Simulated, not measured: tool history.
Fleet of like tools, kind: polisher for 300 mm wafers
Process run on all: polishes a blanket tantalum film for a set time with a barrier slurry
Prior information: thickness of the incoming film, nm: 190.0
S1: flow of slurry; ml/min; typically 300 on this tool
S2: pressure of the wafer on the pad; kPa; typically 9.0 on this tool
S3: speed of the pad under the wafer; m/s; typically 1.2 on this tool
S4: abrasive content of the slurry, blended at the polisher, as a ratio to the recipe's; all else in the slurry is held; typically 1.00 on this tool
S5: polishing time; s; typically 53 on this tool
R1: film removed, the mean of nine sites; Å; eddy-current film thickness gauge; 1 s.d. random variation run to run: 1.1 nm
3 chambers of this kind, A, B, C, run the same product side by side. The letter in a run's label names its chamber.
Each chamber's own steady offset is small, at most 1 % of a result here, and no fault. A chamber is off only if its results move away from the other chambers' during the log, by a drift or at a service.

run 1B hour=8.8 | S1=300 S2=9.0 S3=1.2 S4=1.00 S5=53 | R1=794.91
-- hour=16.4 chamber B: worn pad replaced by a new one
run 2A hour=18.9 | S1=300 S2=9.0 S3=1.2 S4=1.00 S5=53 | R1=808.03
-- hour=20.5 chamber C: worn pad replaced by a new one
-- hour=22.3 chamber B: slurry nozzle cleaned
run 3C hour=31.0 | S1=300 S2=9.0 S3=1.2 S4=1.00 S5=53 | R1=820.66
-- hour=37.1 chamber A: worn pad replaced by a new one
run 4C hour=41.9 | S1=300 S2=9.0 S3=1.2 S4=1.00 S5=53 | R1=803.53
run 5B hour=52.2 | S1=300 S2=9.0 S3=1.2 S4=1.00 S5=53 | R1=822.07
run 6A hour=65.5 | S1=300 S2=9.0 S3=1.2 S4=1.00 S5=53 | R1=817.05
run 7C hour=78.7 | S1=300 S2=9.0 S3=1.2 S4=1.00 S5=53 | R1=795.05
run 8B hour=85.8 | S1=300 S2=9.0 S3=1.2 S4=1.00 S5=53 | R1=813.19
run 9A hour=93.4 | S1=300 S2=9.0 S3=1.2 S4=1.00 S5=53 | R1=829.67
run 10A hour=103.3 | S1=300 S2=9.0 S3=1.2 S4=1.00 S5=53 | R1=809.79
run 11B hour=116.2 | S1=300 S2=9.0 S3=1.2 S4=1.10 S5=61 | R1=954.55
run 12C hour=123.6 | S1=300 S2=9.0 S3=1.2 S4=1.10 S5=61 | R1=931.57
run 13C hour=135.0 | S1=300 S2=9.0 S3=1.2 S4=1.10 S5=61 | R1=929.19
run 14A hour=142.6 | S1=300 S2=7.6 S3=1.2 S4=1.00 S5=53 | R1=699.49
run 15B hour=150.3 | S1=300 S2=7.6 S3=1.2 S4=1.00 S5=53 | R1=695.09
-- hour=154.5 chamber A: worn pad replaced by a new one
run 16B hour=156.9 | S1=300 S2=7.6 S3=1.2 S4=1.00 S5=53 | R1=671.65
run 17A hour=166.7 | S1=300 S2=9.0 S3=1.2 S4=1.00 S5=53 | R1=808.96
run 18C hour=177.8 | S1=300 S2=9.0 S3=1.2 S4=1.00 S5=53 | R1=749.40
-- hour=184.0 chamber C: worn pad replaced by a new one
run 19B hour=190.5 | S1=300 S2=9.0 S3=1.2 S4=1.00 S5=53 | R1=810.25
run 20C hour=200.6 | S1=300 S2=9.0 S3=1.2 S4=1.00 S5=53 | R1=739.57
run 21A hour=211.2 | S1=300 S2=9.0 S3=1.2 S4=0.85 S5=53 | R1=765.11
-- hour=216.4 chamber A: slurry blender recalibrated
run 22C hour=221.1 | S1=300 S2=9.0 S3=1.2 S4=0.85 S5=53 | R1=683.23
-- hour=226.3 chamber B: worn pad replaced by a new one
run 23A hour=231.0 | S1=300 S2=9.0 S3=1.2 S4=0.85 S5=53 | R1=764.30
run 24B hour=242.6 | S1=300 S2=9.0 S3=1.2 S4=1.00 S5=53 | R1=786.70

All chambers now run identical settings, listed one chamber a line with results as question marks. What results will each chamber show?
run 25A hour=252.1 | S1=300 S2=9.0 S3=1.2 S4=1.00 S5=53 | R1=?
run 25B hour=252.1 | S1=300 S2=9.0 S3=1.2 S4=1.00 S5=53 | R1=?
run 25C hour=252.1 | S1=300 S2=9.0 S3=1.2 S4=1.00 S5=53 | R1=?

run=25A R1=804.39
run=25B R1=815.43
run=25C R1=691.09
